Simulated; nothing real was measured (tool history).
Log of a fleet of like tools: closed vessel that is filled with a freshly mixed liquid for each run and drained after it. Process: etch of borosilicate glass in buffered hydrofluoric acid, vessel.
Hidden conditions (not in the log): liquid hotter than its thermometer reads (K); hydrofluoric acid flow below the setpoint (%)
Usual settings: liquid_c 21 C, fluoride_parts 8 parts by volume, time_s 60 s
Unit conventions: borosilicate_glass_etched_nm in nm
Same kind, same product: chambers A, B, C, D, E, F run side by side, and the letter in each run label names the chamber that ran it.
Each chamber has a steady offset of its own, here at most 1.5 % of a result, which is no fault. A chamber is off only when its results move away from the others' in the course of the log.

| run | hour | liquid_c | fluoride_parts | time_s | hours since the thermometer was replaced | hours since the hydrofluoric acid flow meter was replaced | read-back film thickness of the borosilicate glass reference wafer, read on the same gauge (nm) | borosilicate_glass_etched_nm |
|---|---|---|---|---|---|---|---|---|
| 1E | 3.4 | 21 | 8 | 60 | 624.9 | 715.1 | 29.982 | 77.849 |
| 2C | 7.1 | 21 | 8 | 60 | 1131.2 | 687.6 | 29.999 | 77.062 |
| 3D | 12.4 | 21 | 8 | 60 | 472.1 | 501.2 | 29.975 | 77.612 |
| 4A | 18.0 | 21 | 8 | 60 | 958.1 | 1021.3 | 30.022 | 76.366 |
| 5F | 21.8 | 21 | 8 | 60 | 1680.8 | 114.0 | 30.007 | 76.927 |
| 6B | 25.0 | 21 | 8 | 60 | 759.7 | 118.6 | 30.004 | 77.298 |
| 7E | 31.3 | 21 | 8 | 60 | 652.8 | 743.0 | 29.990 | 77.252 |
| 8F | 36.9 | 21 | 8 | 60 | 1695.9 | 129.1 | 30.000 | 77.114 |
| 9D | 40.1 | 21 | 8 | 60 | 499.8 | 528.9 | 29.998 | 77.745 |
| 10B | 45.4 | 18 | 8 | 50 | 780.1 | 139.0 | 29.993 | 54.694 |
| 11C | 50.2 | 18 | 8 | 50 | 1174.3 | 730.7 | 30.006 | 54.229 |
| 12A | 56.9 | 18 | 8 | 50 | 997.0 | 1060.2 | 29.989 | 53.557 |
| 13D | 61.6 | 18 | 8 | 50 | 521.3 | 550.4 | 30.006 | 54.220 |
| 14B | 66.8 | 18 | 8 | 50 | 801.5 | 160.4 | 30.036 | 56.013 |
| 15E | 72.1 | 18 | 8 | 50 | 693.6 | 783.8 | 29.999 | 55.058 |
| 16F | 75.6 | 24 | 7 | 60 | 1734.6 | 167.8 | 30.005 | 106.420 |
| 17C | 78.9 | 24 | 7 | 60 | 1203.0 | 759.4 | 29.995 | 107.860 |
| 18A | 84.7 | 24 | 7 | 60 | 1024.8 | 1088.0 | 29.987 | 103.930 |
| 19A | 91.0 | 24 | 7 | 60 | 1031.1 | 1094.3 | 30.001 | 103.300 |
| 20F | 97.5 | 24 | 7 | 60 | 1756.5 | 189.7 | 30.021 | 106.320 |
| 21B | 104.2 | 24 | 7 | 60 | 838.9 | 197.8 | 29.985 | 110.550 |
| 22D | 107.3 | 21 | 8 | 60 | 567.0 | 596.1 | 29.972 | 76.008 |
| 23C | 111.9 | 21 | 8 | 60 | 1236.0 | 792.4 | 29.998 | 78.157 |
| 24E | 115.6 | 21 | 6 | 30 | 737.1 | 827.3 | 30.017 | 51.558 |
| 25B | 120.7 | 21 | 6 | 30 | 855.4 | 214.3 | 30.016 | 54.496 |
| 26E | 124.1 | 21 | 6 | 30 | 745.6 | 835.8 | 29.993 | 52.188 |
| 27C | 128.6 | 21 | 6 | 30 | 1252.7 | 809.1 | 30.008 | 51.381 |
| 28D | 131.9 | 21 | 6 | 30 | 591.6 | 620.7 | 29.999 | 51.718 |
| 29A | 136.3 | 21 | 6 | 30 | 1076.4 | 1139.6 | 30.001 | 51.073 |
| 30F | 140.4 | 21 | 8 | 60 | 1799.4 | 232.6 | 30.032 | 77.412 |
| 31B | 145.9 | 21 | 8 | 60 | 880.6 | 239.5 | 29.996 | 82.224 |
| 32E | 152.5 | 21 | 8 | 60 | 774.0 | 864.2 | 30.009 | 75.943 |
| 33F | 157.1 | 21 | 8 | 60 | 1816.1 | 249.3 | 29.964 | 77.488 |
|  | 161.0 | chamber C: hydrofluoric acid flow meter replaced |
| 34C | 162.4 | 21 | 8 | 60 | 1286.5 | 1.4 | 29.975 | 77.773 |
| 35A | 166.0 | 21 | 8 | 60 | 1106.1 | 1169.3 | 30.000 | 76.313 |
| 36D | 170.4 | 21 | 8 | 60 | 630.1 | 659.2 | 30.016 | 77.068 |
| 37B | 175.0 | 21 | 8 | 60 | 909.7 | 268.6 | 29.978 | 84.164 |
| 38F | 180.6 | 21 | 8 | 60 | 1839.6 | 272.8 | 30.024 | 78.077 |
| 39E | 185.3 | 21 | 7 | 60 | 806.8 | 897.0 | 30.009 | 91.414 |
| 40D | 189.0 | 21 | 7 | 60 | 648.7 | 677.8 | 30.006 | 90.012 |
| 41A | 195.5 | 21 | 7 | 60 | 1135.6 | 1198.8 | 29.984 | 88.210 |
| 42C | 201.0 | 21 | 7 | 60 | 1325.1 | 40.0 | 30.017 | 90.548 |
| 43E | 205.2 | 21 | 7 | 60 | 826.7 | 916.9 | 29.990 | 90.418 |
| 44F | 212.2 | 21 | 7 | 60 | 1871.2 | 304.4 | 29.998 | 91.737 |

All 6 chambers run these settings next. Forecast each chamber's results:
| 45A | 217.4 | 21 | 5 | 60 |  |  |  | ? |
| 45B | 217.4 | 21 | 5 | 60 |  |  |  | ? |
| 45C | 217.4 | 21 | 5 | 60 |  |  |  | ? |
| 45D | 217.4 | 21 | 5 | 60 |  |  |  | ? |
| 45E | 217.4 | 21 | 5 | 60 |  |  |  | ? |
| 45F | 217.4 | 21 | 5 | 60 |  |  |  | ? |

| run | borosilicate_glass_etched_nm |
|---|---|
| 45A | 118.280 |
| 45B | 132.860 |
| 45C | 122.810 |
| 45D | 124.660 |
| 45E | 123.060 |
| 45F | 123.920 |
